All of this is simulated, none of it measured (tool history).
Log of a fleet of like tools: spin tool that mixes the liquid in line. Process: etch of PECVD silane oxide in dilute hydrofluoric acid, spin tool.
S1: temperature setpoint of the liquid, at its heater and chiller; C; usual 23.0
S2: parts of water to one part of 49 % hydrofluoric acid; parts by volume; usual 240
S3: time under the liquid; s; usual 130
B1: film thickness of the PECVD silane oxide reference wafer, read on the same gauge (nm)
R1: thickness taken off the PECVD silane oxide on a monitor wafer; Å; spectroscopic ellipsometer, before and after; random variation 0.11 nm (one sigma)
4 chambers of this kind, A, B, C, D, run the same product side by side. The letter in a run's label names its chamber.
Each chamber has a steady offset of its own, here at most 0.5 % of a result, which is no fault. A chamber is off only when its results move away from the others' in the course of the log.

run   hour    S1   S2   S3      B1       R1
 1B    6.2  23.0  240  130  110.03  113.080
 2A   12.0  23.0  240  130  109.96  114.520
 3D   17.6  23.0  240  130  110.02  114.050
 4C   20.7  23.0  240  130  110.00  112.730
 5C   26.0  23.0  240  130  109.95  114.480
 6A   28.9  23.0  240  130  109.98  114.780
 7B   34.6  25.5  325  130  109.97   84.438
 8D   40.7  25.5  325  130  109.99   86.003
 9A   46.9  25.5  325  130  110.04   87.151
10D   52.4  25.5  325  130  109.97   85.437
11B   55.9  23.0  240  130  109.99  113.210
12C   61.0  23.0  140  130  109.97  218.540
13C   67.4  23.0  140  130  110.05  219.860
14D   73.7  23.0  140  130  110.01  213.720
15B   79.8  23.0  140  130  110.02  220.790
16A   85.3  23.0  240  130  109.96  113.690
17B   91.2  23.0  240  130  109.96  112.370
18C   96.3  23.0  240  130  109.99  111.830
19D  100.0  23.0  240  130  109.98  114.040
20A  106.3  23.0  240  130  109.99  113.760
21D  110.9  23.0  240  130  110.00  113.080
22B  114.3  27.0  240  130  109.98  132.540
23A  117.9  27.0  240  130  110.01  132.010
24C  122.0  27.0  240  130  110.00  125.810
25D  128.1  27.0  240  130  110.01  133.050
26C  133.7  23.0  240  130  109.99  108.700
27A  137.2  23.0  240  130  109.99  112.440
28B  142.9  23.0  240  130  110.02  113.480
29D  145.7  23.0  180  160  109.99  201.240
30A  149.7  23.0  180  160  110.02  198.640
31B  155.4  23.0  180  160  109.99  196.320
32C  159.3  23.0  180  160  110.00  182.580
33B  164.0  23.0  240  130  109.99  111.180
34A  168.3  23.0  240  130  110.00  116.420

What goes on in this fleet: one chamber off, a drifting gauge, or nothing beyond the chambers' own small offsets? Name the chamber and the cause, if any.

Chamber C drifts away from the others.
Cause: liquid colder than its thermometer reads (K) = 2.5.
The log may not tell that from: hydrofluoric acid flow below the setpoint (%).

Here are 4 candidates for chamber C's next run, each the usual settings with a change, their results left as question marks. Which one brings its results back in line with what the others give on the usual settings?
In line means no further than this from the other chambers' mean on the usual settings: R1 3.800 Å
35C-1  172.9  23.0  230  135       ?
35C-2  172.9  23.0  240  125       ?
35C-3  172.9  23.0  230  130       ?
35C-4  172.9  23.0  250  125       ?

The other chambers' mean on the usual settings: R1 114.310 Å
  run       R1
35C-1  112.720
35C-2   98.978
35C-3  108.540
35C-4   94.048
35C-1 brings the chamber back in line.
